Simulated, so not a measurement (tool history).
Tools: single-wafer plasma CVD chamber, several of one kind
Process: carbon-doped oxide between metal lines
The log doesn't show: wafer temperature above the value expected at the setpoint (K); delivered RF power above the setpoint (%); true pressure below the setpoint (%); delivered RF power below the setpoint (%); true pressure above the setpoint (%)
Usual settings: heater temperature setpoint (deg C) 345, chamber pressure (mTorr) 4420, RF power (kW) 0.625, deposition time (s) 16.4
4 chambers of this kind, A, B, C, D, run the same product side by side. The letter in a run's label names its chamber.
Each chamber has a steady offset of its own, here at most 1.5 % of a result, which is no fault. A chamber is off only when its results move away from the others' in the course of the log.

| run | day | heater temperature setpoint (deg C) | chamber pressure (mTorr) | RF power (kW) | deposition time (s) | hours since the last thermocouple change | hours since the last RF generator calibration | hours since the last manometer calibration | read-back reference wafer on the same gauge, thickness_nm | mean film thickness on the monitor wafer (Å) |
|---|---|---|---|---|---|---|---|---|---|---|
| 1D | 0.367 | 345 | 4420 | 0.625 | 16.4 | 947.8 | 1408.8 | 294.3 | 97.091 | 973.01 |
| 2B | 0.662 | 345 | 4420 | 0.625 | 16.4 | 722.4 | 859.1 | 2173.2 | 97.105 | 958.56 |
|  | 0.938 | chamber C: capacitance manometer re-zeroed and calibrated |
| 3C | 1.112 | 345 | 4420 | 0.625 | 16.4 | 1953.6 | 225.0 | 4.2 | 97.126 | 977.93 |
| 4A | 1.371 | 345 | 4420 | 0.625 | 16.4 | 364.0 | 2392.0 | 965.3 | 97.164 | 965.03 |
| 5B | 1.762 | 338 | 4420 | 0.705 | 16.4 | 748.8 | 885.5 | 2199.6 | 97.172 | 1053.30 |
| 6A | 2.088 | 338 | 4420 | 0.705 | 16.4 | 381.2 | 2409.2 | 982.5 | 97.167 | 1058.60 |
| 7D | 2.392 | 338 | 4420 | 0.705 | 16.4 | 996.4 | 1457.4 | 342.9 | 97.216 | 1069.90 |
| 8C | 2.850 | 338 | 4420 | 0.705 | 16.4 | 1995.3 | 266.7 | 45.9 | 97.193 | 1077.20 |
| 9B | 3.250 | 345 | 4420 | 0.625 | 16.4 | 784.5 | 921.2 | 2235.3 | 97.209 | 957.84 |
| 10C | 3.625 | 345 | 4420 | 0.625 | 16.4 | 2013.9 | 285.3 | 64.5 | 97.264 | 980.93 |
|  | 3.725 | chamber A: RF generator calibrated |
| 11A | 3.946 | 345 | 4420 | 0.625 | 16.4 | 425.8 | 5.4 | 1027.1 | 97.266 | 964.95 |
| 12D | 4.271 | 355 | 4420 | 0.625 | 16.4 | 1041.5 | 1502.5 | 388.0 | 97.290 | 943.99 |
| 13A | 4.742 | 355 | 4420 | 0.625 | 16.4 | 444.9 | 24.5 | 1046.2 | 97.308 | 939.94 |
| 14C | 5.000 | 355 | 4420 | 0.625 | 16.4 | 2046.9 | 318.3 | 97.5 | 97.309 | 954.04 |
| 15B | 5.233 | 355 | 4420 | 0.625 | 16.4 | 832.1 | 968.8 | 2282.9 | 97.292 | 933.09 |
| 16D | 5.667 | 345 | 4990 | 0.625 | 16.4 | 1075.0 | 1536.0 | 421.5 | 97.320 | 990.38 |
| 17D | 6.075 | 345 | 4990 | 0.625 | 16.4 | 1084.8 | 1545.8 | 431.3 | 97.354 | 989.60 |
| 18C | 6.383 | 345 | 4990 | 0.625 | 16.4 | 2080.1 | 351.5 | 130.7 | 97.343 | 1001.80 |
| 19B | 6.788 | 345 | 4990 | 0.625 | 16.4 | 869.4 | 1006.1 | 2320.2 | 97.403 | 976.82 |
| 20A | 7.217 | 345 | 4420 | 0.625 | 16.4 | 504.3 | 83.9 | 1105.6 | 97.395 | 967.18 |
| 21B | 7.608 | 345 | 4420 | 0.625 | 16.4 | 889.1 | 1025.8 | 2339.9 | 97.432 | 960.83 |
| 22A | 7.862 | 345 | 4420 | 0.625 | 16.4 | 519.8 | 99.4 | 1121.1 | 97.426 | 966.03 |
| 23D | 8.192 | 345 | 4420 | 0.625 | 16.4 | 1135.6 | 1596.6 | 482.1 | 97.425 | 974.34 |
| 24C | 8.417 | 345 | 4420 | 0.625 | 16.4 | 2128.9 | 400.3 | 179.5 | 97.431 | 980.80 |
| 25D | 8.667 | 345 | 4420 | 0.625 | 16.4 | 1147.0 | 1608.0 | 493.5 | 97.458 | 972.10 |
| 26A | 8.975 | 345 | 4420 | 0.625 | 14.5 | 546.5 | 126.1 | 1147.8 | 97.459 | 853.64 |
| 27C | 9.433 | 345 | 4420 | 0.625 | 14.5 | 2153.3 | 424.7 | 203.9 | 97.536 | 872.27 |
| 28B | 9.812 | 345 | 4420 | 0.625 | 14.5 | 942.0 | 1078.7 | 2392.8 | 97.533 | 854.09 |
| 29C | 10.100 | 345 | 4420 | 0.625 | 14.5 | 2169.3 | 440.7 | 219.9 | 97.544 | 872.51 |
| 30B | 10.538 | 345 | 4420 | 0.625 | 16.4 | 959.4 | 1096.1 | 2410.2 | 97.532 | 961.61 |
| 31D | 10.796 | 350 | 4420 | 0.570 | 16.4 | 1198.1 | 1659.1 | 544.6 | 97.564 | 907.45 |
|  | 10.854 | chamber B: capacitance manometer re-zeroed and calibrated |
| 32A | 11.033 | 350 | 4420 | 0.570 | 16.4 | 595.9 | 175.5 | 1197.2 | 97.548 | 902.36 |
| 33B | 11.288 | 350 | 4420 | 0.570 | 16.4 | 977.4 | 1114.1 | 10.4 | 97.566 | 898.34 |
| 34D | 11.746 | 350 | 4420 | 0.570 | 16.4 | 1220.9 | 1681.9 | 567.4 | 97.614 | 907.93 |
| 35C | 12.004 | 345 | 4420 | 0.625 | 16.4 | 2215.0 | 486.4 | 265.6 | 97.614 | 985.06 |
| 36A | 12.258 | 345 | 4420 | 0.625 | 16.4 | 625.3 | 204.9 | 1226.6 | 97.640 | 967.71 |
| 37C | 12.562 | 345 | 4420 | 0.625 | 16.4 | 2228.4 | 499.8 | 279.0 | 97.640 | 986.28 |
| 38D | 12.908 | 345 | 4420 | 0.625 | 16.4 | 1248.8 | 1709.8 | 595.3 | 97.652 | 975.31 |
| 39A | 13.162 | 345 | 3900 | 0.625 | 14.6 | 647.0 | 226.6 | 1248.3 | 97.708 | 851.42 |
| 40B | 13.604 | 345 | 3900 | 0.625 | 14.6 | 1033.0 | 1169.7 | 66.0 | 97.668 | 846.22 |

Is one chamber off against the others, does the gauge drift, or is nothing wrong? If a chamber is off, say which, and what the likeliest cause is.

The gauge drifts, so all chambers seem to drift together. No chamber is off.
Cause: gauge reads high (%) = 0.614.

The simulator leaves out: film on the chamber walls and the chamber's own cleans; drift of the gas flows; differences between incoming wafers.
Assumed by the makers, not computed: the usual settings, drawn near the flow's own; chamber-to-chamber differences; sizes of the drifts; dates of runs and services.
